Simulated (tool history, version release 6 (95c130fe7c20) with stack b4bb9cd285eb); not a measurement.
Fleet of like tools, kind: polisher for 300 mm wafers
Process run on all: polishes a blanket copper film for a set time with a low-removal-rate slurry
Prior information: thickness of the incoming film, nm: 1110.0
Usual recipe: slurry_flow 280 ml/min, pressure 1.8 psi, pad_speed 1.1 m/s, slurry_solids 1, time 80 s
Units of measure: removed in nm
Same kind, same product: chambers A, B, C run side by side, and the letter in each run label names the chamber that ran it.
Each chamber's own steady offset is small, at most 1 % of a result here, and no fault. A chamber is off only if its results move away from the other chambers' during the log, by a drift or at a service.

-- day=0.283 chamber C: slurry blender recalibrated
run 1A day=0.471 | slurry_flow=280 pressure=1.8 pad_speed=1.1 slurry_solids=1 time=80 | removed=171.05
run 2C day=0.917 | slurry_flow=280 pressure=1.8 pad_speed=1.1 slurry_solids=1 time=80 | removed=168.22
run 3B day=1.271 | slurry_flow=280 pressure=1.8 pad_speed=1.1 slurry_solids=1 time=80 | removed=167.41
run 4C day=1.483 | slurry_flow=280 pressure=1.8 pad_speed=1.1 slurry_solids=1 time=80 | removed=169.43
run 5B day=1.696 | slurry_flow=280 pressure=1.8 pad_speed=1.1 slurry_solids=0.75 time=80 | removed=159.82
run 6A day=1.933 | slurry_flow=280 pressure=1.8 pad_speed=1.1 slurry_solids=0.75 time=80 | removed=158.2
-- day=2.042 chamber B: worn pad replaced by a new one
run 7A day=2.146 | slurry_flow=280 pressure=1.8 pad_speed=1.1 slurry_solids=0.75 time=80 | removed=158.89
run 8C day=2.421 | slurry_flow=280 pressure=1.8 pad_speed=1.1 slurry_solids=1 time=80 | removed=169
-- day=2.454 chamber C: head pressure recalibrated
run 9B day=2.775 | slurry_flow=280 pressure=1.8 pad_speed=1.1 slurry_solids=1 time=80 | removed=168.69
run 10C day=3.179 | slurry_flow=280 pressure=1.8 pad_speed=1.1 slurry_solids=1 time=80 | removed=169.98
run 11B day=3.488 | slurry_flow=280 pressure=1.8 pad_speed=1.1 slurry_solids=1 time=80 | removed=168.44
run 12A day=3.788 | slurry_flow=280 pressure=1.8 pad_speed=1.1 slurry_solids=1 time=80 | removed=168.92
run 13C day=4.021 | slurry_flow=280 pressure=1.8 pad_speed=1.1 slurry_solids=1 time=80 | removed=168.22
-- day=4.312 chamber C: slurry blender recalibrated
-- day=4.375 chamber B: slurry nozzle cleaned
run 14B day=4.425 | slurry_flow=280 pressure=1.8 pad_speed=1.1 slurry_solids=1 time=80 | removed=169.91
run 15A day=4.65 | slurry_flow=280 pressure=1.8 pad_speed=1.1 slurry_solids=1 time=80 | removed=169.01
run 16C day=4.933 | slurry_flow=280 pressure=1.3 pad_speed=1.1 slurry_solids=1 time=80 | removed=122.59
-- day=5.146 chamber A: worn pad replaced by a new one
run 17A day=5.188 | slurry_flow=280 pressure=1.3 pad_speed=1.1 slurry_solids=1 time=80 | removed=121.81
run 18B day=5.475 | slurry_flow=280 pressure=1.3 pad_speed=1.1 slurry_solids=1 time=80 | removed=121.92
run 19C day=5.912 | slurry_flow=280 pressure=1.8 pad_speed=1.1 slurry_solids=1 time=80 | removed=170.49
run 20A day=6.354 | slurry_flow=280 pressure=1.8 pad_speed=1.1 slurry_solids=1 time=80 | removed=168.62
run 21B day=6.817 | slurry_flow=240 pressure=1.8 pad_speed=1.1 slurry_solids=1 time=64 | removed=132.15
-- day=7.062 chamber B: worn pad replaced by a new one
run 22A day=7.133 | slurry_flow=240 pressure=1.8 pad_speed=1.1 slurry_solids=1 time=64 | removed=132.29
run 23C day=7.558 | slurry_flow=240 pressure=1.8 pad_speed=1.1 slurry_solids=1 time=64 | removed=127.98
run 24B day=7.912 | slurry_flow=280 pressure=1.8 pad_speed=1.1 slurry_solids=1 time=80 | removed=168.11
run 25A day=8.121 | slurry_flow=280 pressure=1.8 pad_speed=1.1 slurry_solids=1 time=80 | removed=167.99
-- day=8.229 chamber B: slurry blender recalibrated
run 26B day=8.404 | slurry_flow=280 pressure=1.8 pad_speed=1.42 slurry_solids=1 time=80 | removed=217.91
-- day=8.625 chamber A: slurry blender recalibrated
run 27C day=8.688 | slurry_flow=280 pressure=1.8 pad_speed=1.42 slurry_solids=1 time=80 | removed=207.98
run 28A day=9.071 | slurry_flow=280 pressure=1.8 pad_speed=1.42 slurry_solids=1 time=80 | removed=217.25
run 29B day=9.338 | slurry_flow=280 pressure=1.8 pad_speed=1.1 slurry_solids=1 time=80 | removed=169.04
-- day=9.362 chamber C: slurry blender recalibrated
run 30C day=9.712 | slurry_flow=280 pressure=1.8 pad_speed=1.1 slurry_solids=1 time=80 | removed=159.42
run 31B day=10.05 | slurry_flow=280 pressure=1.8 pad_speed=1.1 slurry_solids=1 time=80 | removed=168.65
-- day=10.383 chamber B: head pressure recalibrated
run 32A day=10.4 | slurry_flow=280 pressure=1.8 pad_speed=1.1 slurry_solids=1 time=80 | removed=168.88
run 33C day=10.688 | slurry_flow=280 pressure=1.8 pad_speed=1.1 slurry_solids=1 time=100 | removed=196.53
run 34C day=11.05 | slurry_flow=280 pressure=1.8 pad_speed=1.1 slurry_solids=1 time=100 | removed=197.16
run 35B day=11.262 | slurry_flow=280 pressure=1.8 pad_speed=1.1 slurry_solids=1 time=100 | removed=210.75
-- day=11.525 chamber A: worn pad replaced by a new one
run 36A day=11.692 | slurry_flow=280 pressure=1.8 pad_speed=1.1 slurry_solids=1 time=80 | removed=169.37
run 37A day=12.171 | slurry_flow=280 pressure=1.8 pad_speed=1.1 slurry_solids=1 time=80 | removed=169.87

Which is it: a chamber that has drifted or been left off by a service, a gauge drift common to all chambers, or only each chamber's usual small offset? If a chamber is off, name it and its likeliest cause.

Little by little, chamber C moves away from the other chambers.
Cause: removal rate lost through wear of the pad, % = 8.75.
Not necessarily distinguishable in this log from: head's pressure below its setpoint, %.

Chamber C could run next with any of the 4 candidate recipes listed below; each alters the usual settings, and their results appear as question marks. Which one brings its results back in line with what the other chambers deliver on the usual settings?
In line here means within this much of the mean the other chambers give on the usual settings: removed 4.6 nm
run 38C-1 day=12.512 | slurry_flow=280 pressure=1.8 pad_speed=1.1 slurry_solids=1 time=87 | removed=?
run 38C-2 day=12.512 | slurry_flow=280 pressure=1.8 pad_speed=1.1 slurry_solids=1 time=82 | removed=?
run 38C-3 day=12.512 | slurry_flow=280 pressure=1.8 pad_speed=1.08 slurry_solids=1 time=80 | removed=?
run 38C-4 day=12.512 | slurry_flow=280 pressure=1.8 pad_speed=1.06 slurry_solids=1 time=77 | removed=?

On the usual settings, the other chambers give on average: removed 168.73 nm
run=38C-1 removed=168.84
run=38C-2 removed=159.13
run=38C-3 removed=152.42
run=38C-4 removed=143.97
It is 38C-1 that realigns the chamber with its peers.
